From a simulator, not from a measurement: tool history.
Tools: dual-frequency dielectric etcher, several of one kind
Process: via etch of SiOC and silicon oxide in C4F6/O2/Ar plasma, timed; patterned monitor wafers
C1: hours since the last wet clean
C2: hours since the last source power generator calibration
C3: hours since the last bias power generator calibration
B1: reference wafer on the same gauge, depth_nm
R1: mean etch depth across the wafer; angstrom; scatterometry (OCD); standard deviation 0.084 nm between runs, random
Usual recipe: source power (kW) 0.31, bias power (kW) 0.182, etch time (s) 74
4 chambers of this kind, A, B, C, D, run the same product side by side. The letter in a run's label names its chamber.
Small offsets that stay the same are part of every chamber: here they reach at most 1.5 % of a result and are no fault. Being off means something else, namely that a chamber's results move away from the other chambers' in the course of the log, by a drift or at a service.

{"run": "1C", "hour": 3.0, "source power (kW)": 0.31, "bias power (kW)": 0.182, "etch time (s)": 74, "C1": 394, "C2": 139.5, "C3": 2880.6, "B1": 61.174, "R1": 759.21}
{"run": "2B", "hour": 7.3, "source power (kW)": 0.31, "bias power (kW)": 0.182, "etch time (s)": 74, "C1": 376, "C2": 2347.7, "C3": 159.8, "B1": 61.177, "R1": 759.49}
{"run": "3D", "hour": 10.5, "source power (kW)": 0.31, "bias power (kW)": 0.182, "etch time (s)": 74, "C1": 498.6, "C2": 4151.7, "C3": 3609.5, "B1": 61.171, "R1": 751.92}
{"run": "4A", "hour": 13.1, "source power (kW)": 0.31, "bias power (kW)": 0.182, "etch time (s)": 74, "C1": 471.4, "C2": 1427.1, "C3": 81.1, "B1": 61.171, "R1": 769.36}
{"run": "5D", "hour": 17.2, "source power (kW)": 0.31, "bias power (kW)": 0.182, "etch time (s)": 74, "C1": 505.3, "C2": 4158.4, "C3": 3616.2, "B1": 61.186, "R1": 749.92}
{"run": "6C", "hour": 19.6, "source power (kW)": 0.31, "bias power (kW)": 0.182, "etch time (s)": 74, "C1": 410.6, "C2": 156.1, "C3": 2897.2, "B1": 61.152, "R1": 757.6}
{"run": "7B", "hour": 23.5, "source power (kW)": 0.31, "bias power (kW)": 0.182, "etch time (s)": 74, "C1": 392.2, "C2": 2363.9, "C3": 176, "B1": 61.159, "R1": 760.36}
{"run": "8A", "hour": 26.9, "source power (kW)": 0.31, "bias power (kW)": 0.212, "etch time (s)": 74, "C1": 485.2, "C2": 1440.9, "C3": 94.9, "B1": 61.137, "R1": 808.37}
{"run": "9D", "hour": 31.6, "source power (kW)": 0.31, "bias power (kW)": 0.212, "etch time (s)": 74, "C1": 519.7, "C2": 4172.8, "C3": 3630.6, "B1": 61.138, "R1": 791.71}
{"run": "10A", "hour": 35.1, "source power (kW)": 0.31, "bias power (kW)": 0.212, "etch time (s)": 74, "C1": 493.4, "C2": 1449.1, "C3": 103.1, "B1": 61.14, "R1": 810.19}
{"run": "11B", "hour": 38.3, "source power (kW)": 0.31, "bias power (kW)": 0.212, "etch time (s)": 74, "C1": 407, "C2": 2378.7, "C3": 190.8, "B1": 61.116, "R1": 799.01}
{"hour": 39.9, "done": "chamber D: wet clean of the chamber"}
{"run": "12C", "hour": 41.4, "source power (kW)": 0.31, "bias power (kW)": 0.182, "etch time (s)": 74, "C1": 432.4, "C2": 177.9, "C3": 2919, "B1": 61.121, "R1": 757.58}
{"run": "13D", "hour": 45.1, "source power (kW)": 0.31, "bias power (kW)": 0.182, "etch time (s)": 74, "C1": 5.3, "C2": 4186.3, "C3": 3644.1, "B1": 61.109, "R1": 749.3}
{"run": "14B", "hour": 48.4, "source power (kW)": 0.31, "bias power (kW)": 0.182, "etch time (s)": 74, "C1": 417.1, "C2": 2388.8, "C3": 200.9, "B1": 61.102, "R1": 760.05}
{"run": "15A", "hour": 51.3, "source power (kW)": 0.31, "bias power (kW)": 0.182, "etch time (s)": 74, "C1": 509.6, "C2": 1465.3, "C3": 119.3, "B1": 61.104, "R1": 768.42}
{"run": "16C", "hour": 53.7, "source power (kW)": 0.31, "bias power (kW)": 0.182, "etch time (s)": 74, "C1": 444.7, "C2": 190.2, "C3": 2931.3, "B1": 61.109, "R1": 757.05}
{"run": "17D", "hour": 57.3, "source power (kW)": 0.31, "bias power (kW)": 0.182, "etch time (s)": 74, "C1": 17.5, "C2": 4198.5, "C3": 3656.3, "B1": 61.084, "R1": 748.71}
{"run": "18B", "hour": 61.4, "source power (kW)": 0.31, "bias power (kW)": 0.182, "etch time (s)": 74, "C1": 430.1, "C2": 2401.8, "C3": 213.9, "B1": 61.067, "R1": 760.41}
{"run": "19C", "hour": 65.5, "source power (kW)": 0.31, "bias power (kW)": 0.182, "etch time (s)": 74, "C1": 456.5, "C2": 202, "C3": 2943.1, "B1": 61.071, "R1": 755.29}
{"run": "20A", "hour": 68.3, "source power (kW)": 0.31, "bias power (kW)": 0.182, "etch time (s)": 74, "C1": 526.6, "C2": 1482.3, "C3": 136.3, "B1": 61.064, "R1": 768.82}
{"run": "21A", "hour": 70.9, "source power (kW)": 0.31, "bias power (kW)": 0.182, "etch time (s)": 74, "C1": 529.2, "C2": 1484.9, "C3": 138.9, "B1": 61.068, "R1": 767.6}
{"run": "22D", "hour": 73.1, "source power (kW)": 0.31, "bias power (kW)": 0.182, "etch time (s)": 74, "C1": 33.3, "C2": 4214.3, "C3": 3672.1, "B1": 61.069, "R1": 750.34}
{"run": "23C", "hour": 76.7, "source power (kW)": 0.31, "bias power (kW)": 0.182, "etch time (s)": 74, "C1": 467.7, "C2": 213.2, "C3": 2954.3, "B1": 61.053, "R1": 756.13}
{"run": "24B", "hour": 79.6, "source power (kW)": 0.31, "bias power (kW)": 0.182, "etch time (s)": 74, "C1": 448.3, "C2": 2420, "C3": 232.1, "B1": 61.034, "R1": 759.8}
{"run": "25D", "hour": 82.8, "source power (kW)": 0.31, "bias power (kW)": 0.182, "etch time (s)": 74, "C1": 43, "C2": 4224, "C3": 3681.8, "B1": 61.034, "R1": 751.15}
{"run": "26C", "hour": 86.7, "source power (kW)": 0.31, "bias power (kW)": 0.182, "etch time (s)": 74, "C1": 477.7, "C2": 223.2, "C3": 2964.3, "B1": 61.025, "R1": 756.29}
{"run": "27A", "hour": 90.5, "source power (kW)": 0.31, "bias power (kW)": 0.182, "etch time (s)": 74, "C1": 548.8, "C2": 1504.5, "C3": 158.5, "B1": 61.029, "R1": 768.45}
{"run": "28B", "hour": 92.8, "source power (kW)": 0.31, "bias power (kW)": 0.182, "etch time (s)": 74, "C1": 461.5, "C2": 2433.2, "C3": 245.3, "B1": 61.014, "R1": 757.82}
{"run": "29A", "hour": 95.6, "source power (kW)": 0.31, "bias power (kW)": 0.212, "etch time (s)": 87, "C1": 553.9, "C2": 1509.6, "C3": 163.6, "B1": 60.999, "R1": 949.85}
{"hour": 98.4, "done": "chamber A: wet clean of the chamber"}
{"run": "30D", "hour": 99.3, "source power (kW)": 0.31, "bias power (kW)": 0.212, "etch time (s)": 87, "C1": 59.5, "C2": 4240.5, "C3": 3698.3, "B1": 61.016, "R1": 927.02}
{"run": "31B", "hour": 102.7, "source power (kW)": 0.31, "bias power (kW)": 0.212, "etch time (s)": 87, "C1": 471.4, "C2": 2443.1, "C3": 255.2, "B1": 60.998, "R1": 936.99}
{"run": "32C", "hour": 105.5, "source power (kW)": 0.31, "bias power (kW)": 0.212, "etch time (s)": 87, "C1": 496.5, "C2": 242, "C3": 2983.1, "B1": 60.986, "R1": 934.1}
{"run": "33A", "hour": 108.4, "source power (kW)": 0.31, "bias power (kW)": 0.182, "etch time (s)": 74, "C1": 10.1, "C2": 1522.4, "C3": 176.4, "B1": 60.973, "R1": 768.38}
{"run": "34B", "hour": 111.2, "source power (kW)": 0.31, "bias power (kW)": 0.182, "etch time (s)": 74, "C1": 479.9, "C2": 2451.6, "C3": 263.7, "B1": 60.978, "R1": 756.99}
{"run": "35C", "hour": 115.5, "source power (kW)": 0.31, "bias power (kW)": 0.182, "etch time (s)": 74, "C1": 506.5, "C2": 252, "C3": 2993.1, "B1": 60.971, "R1": 753.97}
{"run": "36D", "hour": 118.5, "source power (kW)": 0.31, "bias power (kW)": 0.182, "etch time (s)": 74, "C1": 78.7, "C2": 4259.7, "C3": 3717.5, "B1": 60.957, "R1": 749.56}
{"run": "37D", "hour": 121.7, "source power (kW)": 0.31, "bias power (kW)": 0.182, "etch time (s)": 74, "C1": 81.9, "C2": 4262.9, "C3": 3720.7, "B1": 60.94, "R1": 749.1}
{"run": "38A", "hour": 126.0, "source power (kW)": 0.31, "bias power (kW)": 0.182, "etch time (s)": 74, "C1": 27.7, "C2": 1540, "C3": 194, "B1": 60.943, "R1": 766.62}
{"run": "39B", "hour": 129.5, "source power (kW)": 0.31, "bias power (kW)": 0.182, "etch time (s)": 74, "C1": 498.2, "C2": 2469.9, "C3": 282, "B1": 60.934, "R1": 756.43}
{"hour": 130.4, "done": "chamber C: wet clean of the chamber"}
{"run": "40C", "hour": 134.1, "source power (kW)": 0.31, "bias power (kW)": 0.182, "etch time (s)": 87.5, "C1": 3.7, "C2": 270.6, "C3": 3011.7, "B1": 60.94, "R1": 892.62}

Predict what each chamber gives when all 4 of them run the settings below next.
{"run": "41A", "hour": 137.5, "source power (kW)": 0.31, "bias power (kW)": 0.182, "etch time (s)": 74, "R1": "?"}
{"run": "41B", "hour": 137.5, "source power (kW)": 0.31, "bias power (kW)": 0.182, "etch time (s)": 74, "R1": "?"}
{"run": "41C", "hour": 137.5, "source power (kW)": 0.31, "bias power (kW)": 0.182, "etch time (s)": 74, "R1": "?"}
{"run": "41D", "hour": 137.5, "source power (kW)": 0.31, "bias power (kW)": 0.182, "etch time (s)": 74, "R1": "?"}

run=41A R1=766.51
run=41B R1=757.36
run=41C R1=754.25
run=41D R1=748.83
